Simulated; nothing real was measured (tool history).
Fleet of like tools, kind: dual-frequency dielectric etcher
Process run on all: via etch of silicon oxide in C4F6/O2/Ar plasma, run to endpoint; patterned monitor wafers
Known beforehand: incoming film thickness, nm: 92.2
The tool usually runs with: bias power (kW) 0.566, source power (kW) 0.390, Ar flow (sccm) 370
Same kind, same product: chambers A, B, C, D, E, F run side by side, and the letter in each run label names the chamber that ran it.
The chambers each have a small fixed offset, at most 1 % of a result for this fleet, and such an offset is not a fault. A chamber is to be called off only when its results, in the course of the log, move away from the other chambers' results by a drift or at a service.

Run 1C, hour 4.5: usual settings. Result: endpoint time (s) 19.958.
Run 2E, hour 9.6: usual settings. Result: endpoint time (s) 20.013.
Run 3A, hour 16.3: usual settings. Result: endpoint time (s) 20.366.
Run 4F, hour 21.2: usual settings. Result: endpoint time (s) 20.305.
Run 5B, hour 25.5: usual settings. Result: endpoint time (s) 20.059.
Run 6D, hour 30.1: usual settings but bias power (kW) 0.634, Ar flow (sccm) 409. Result: endpoint time (s) 19.371.
Run 7F, hour 35.6: usual settings but bias power (kW) 0.634, Ar flow (sccm) 409. Result: endpoint time (s) 19.616.
Run 8E, hour 40.2: usual settings but bias power (kW) 0.634, Ar flow (sccm) 409. Result: endpoint time (s) 19.417.
Run 9A, hour 47.1: usual settings but bias power (kW) 0.634, Ar flow (sccm) 409. Result: endpoint time (s) 19.635.
Run 10C, hour 52.2: usual settings but bias power (kW) 0.634, Ar flow (sccm) 409. Result: endpoint time (s) 19.329.
Run 11B, hour 59.1: usual settings but bias power (kW) 0.634, Ar flow (sccm) 409. Result: endpoint time (s) 19.354.
Run 12D, hour 64.2: usual settings. Result: endpoint time (s) 19.984.
Run 13C, hour 70.4: usual settings. Result: endpoint time (s) 20.256.
At hour 73.7: chamber E: source power generator calibrated.
Run 14B, hour 77.0: usual settings. Result: endpoint time (s) 19.888.
Run 15E, hour 83.7: usual settings but bias power (kW) 0.496. Result: endpoint time (s) 21.087.
Run 16A, hour 88.6: usual settings but bias power (kW) 0.496. Result: endpoint time (s) 21.184.
Run 17F, hour 95.6: usual settings but bias power (kW) 0.496. Result: endpoint time (s) 21.076.
At hour 97.1: chamber A: wet clean of the chamber.
Run 18D, hour 102.1: usual settings but bias power (kW) 0.496. Result: endpoint time (s) 21.051.
Run 19F, hour 107.2: usual settings but bias power (kW) 0.496. Result: endpoint time (s) 21.191.
Run 20C, hour 112.1: usual settings but bias power (kW) 0.496. Result: endpoint time (s) 20.739.
Run 21B, hour 116.6: usual settings. Result: endpoint time (s) 20.011.
Run 22A, hour 123.2: usual settings. Result: endpoint time (s) 20.277.
At hour 125.9: chamber C: bias power generator calibrated.
Run 23D, hour 129.8: usual settings. Result: endpoint time (s) 20.046.
Run 24E, hour 133.6: usual settings but bias power (kW) 0.642, source power (kW) 0.420. Result: endpoint time (s) 18.406.
At hour 134.2: chamber F: source power generator calibrated.
Run 25C, hour 140.1: usual settings but bias power (kW) 0.642, source power (kW) 0.420. Result: endpoint time (s) 18.603.
Run 26D, hour 146.9: usual settings but bias power (kW) 0.642, source power (kW) 0.420. Result: endpoint time (s) 18.580.
Run 27A, hour 150.7: usual settings but bias power (kW) 0.642, source power (kW) 0.420. Result: endpoint time (s) 19.053.
Run 28E, hour 156.7: usual settings but bias power (kW) 0.642, source power (kW) 0.420. Result: endpoint time (s) 18.298.
Run 29F, hour 160.4: usual settings but bias power (kW) 0.642, source power (kW) 0.420. Result: endpoint time (s) 18.694.
Run 30B, hour 164.3: usual settings. Result: endpoint time (s) 19.871.
Run 31C, hour 168.9: usual settings. Result: endpoint time (s) 20.404.
Run 32E, hour 173.6: usual settings. Result: endpoint time (s) 19.973.
Run 33B, hour 178.0: usual settings. Result: endpoint time (s) 19.972.
Run 34F, hour 183.9: usual settings but Ar flow (sccm) 308. Result: endpoint time (s) 19.565.
Run 35A, hour 187.7: usual settings but Ar flow (sccm) 308. Result: endpoint time (s) 19.701.
At hour 188.1: chamber B: wet clean of the chamber.
Run 36D, hour 191.7: usual settings but Ar flow (sccm) 308. Result: endpoint time (s) 19.575.
Run 37A, hour 198.4: usual settings but Ar flow (sccm) 308. Result: endpoint time (s) 19.752.
At hour 200.0: chamber F: wet clean of the chamber.
Run 38D, hour 204.0: usual settings but Ar flow (sccm) 308. Result: endpoint time (s) 19.598.
Run 39E, hour 209.7: usual settings but Ar flow (sccm) 308. Result: endpoint time (s) 19.647.
Run 40C, hour 215.6: usual settings but bias power (kW) 0.433. Result: endpoint time (s) 22.288.
Run 41B, hour 220.5: usual settings but bias power (kW) 0.433. Result: endpoint time (s) 22.264.
Run 42F, hour 225.7: usual settings but bias power (kW) 0.433. Result: endpoint time (s) 22.425.
Run 43A, hour 232.5: usual settings but bias power (kW) 0.433. Result: endpoint time (s) 22.248.
Run 44C, hour 237.7: usual settings but bias power (kW) 0.433. Result: endpoint time (s) 22.069.

Each of the 6 chambers runs these same settings next. Fill in every chamber's results:
Run 45A, hour 242.7: usual settings. Result: endpoint time (s) ?.
Run 45B, hour 242.7: usual settings. Result: endpoint time (s) ?.
Run 45C, hour 242.7: usual settings. Result: endpoint time (s) ?.
Run 45D, hour 242.7: usual settings. Result: endpoint time (s) ?.
Run 45E, hour 242.7: usual settings. Result: endpoint time (s) ?.
Run 45F, hour 242.7: usual settings. Result: endpoint time (s) ?.

run  endpoint time (s)
45A             20.043
45B             19.886
45C             19.913
45D             19.994
45E             19.940
45F             20.102
